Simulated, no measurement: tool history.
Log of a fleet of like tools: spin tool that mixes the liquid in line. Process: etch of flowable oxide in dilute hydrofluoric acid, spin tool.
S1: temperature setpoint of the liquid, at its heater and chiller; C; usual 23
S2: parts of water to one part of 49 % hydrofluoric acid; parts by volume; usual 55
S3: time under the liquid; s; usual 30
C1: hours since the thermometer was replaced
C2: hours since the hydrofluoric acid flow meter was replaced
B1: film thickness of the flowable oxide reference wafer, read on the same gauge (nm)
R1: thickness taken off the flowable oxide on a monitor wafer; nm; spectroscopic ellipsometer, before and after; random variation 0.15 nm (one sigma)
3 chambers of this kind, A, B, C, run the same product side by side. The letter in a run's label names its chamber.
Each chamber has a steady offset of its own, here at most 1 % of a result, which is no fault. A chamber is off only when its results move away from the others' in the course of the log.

run,hour,S1,S2,S3,C1,C2,B1,R1
1C,3.5,23,55,30,95.3,440.3,80.025,19.099
2B,6.1,23,55,30,1438.6,418.7,80.009,19.282
3A,8.3,23,55,30,1414.6,1973.8,80.014,19.253
4B,11.5,23,55,30,1444,424.1,80,19.277
5A,15.6,23,55,30,1421.9,1981.1,80.02,19.245
6C,17.5,23,55,30,109.3,454.3,79.963,19.229
7A,20.5,23,55,30,1426.8,1986,79.985,19.544
8B,23.9,23,55,30,1456.4,436.5,80.016,19.646
9C,27.6,23,30,30,119.4,464.4,80.003,36.562
10C,31.6,23,30,30,123.4,468.4,79.977,35.873
11B,35.2,23,30,30,1467.7,447.8,80.014,36.006
12A,38,24.5,55,50,1444.3,2003.5,80.002,33.877
13B,42.1,24.5,55,50,1474.6,454.7,80.033,34.201
14C,44.4,24.5,55,50,136.2,481.2,80.033,34.239
15A,46.4,23,55,30,1452.7,2011.9,80.017,19.636
16B,48.4,23,55,30,1480.9,461,79.997,19.021
17C,51.3,23,55,30,143.1,488.1,79.987,19.195
18A,54.9,23,55,30,1461.2,2020.4,79.994,19.423
19C,57.4,25.5,55,35,149.2,494.2,79.991,24.625
20B,61.2,25.5,55,35,1493.7,473.8,79.977,25.284
21A,64,25.5,55,35,1470.3,2029.5,79.995,24.924
22C,67.1,23,55,30,158.9,503.9,79.998,19.219
23A,69.4,23,55,30,1475.7,2034.9,79.98,19.159
24B,73.4,23,55,30,1505.9,486,79.992,19.421
25B,77,23,55,30,1509.5,489.6,79.977,19.534
26A,79.6,23,55,30,1485.9,2045.1,79.976,19.049
27C,81.6,19.5,30,30,173.4,518.4,80.013,31.269
28A,84,19.5,30,30,1490.3,2049.5,79.997,32.212
29C,86.5,19.5,30,30,178.3,523.3,80.016,30.993
# hour 86.7: chamber A: thermometer replaced
30B,88.6,23,55,30,1521.1,501.2,80.01,19.315
31B,92.2,23,55,30,1524.7,504.8,79.983,19.388
32C,94.6,23,55,30,186.4,531.4,79.995,19.344
33A,97.6,23,55,30,10.9,2063.1,79.98,19.588
34A,100,23,55,30,13.3,2065.5,80.002,19.357

What goes on in this fleet: one chamber off, a drifting gauge, or nothing beyond the chambers' own small offsets? Name the chamber and the cause, if any.

No chamber stands off beyond its own small offset, and the gauge holds steady.
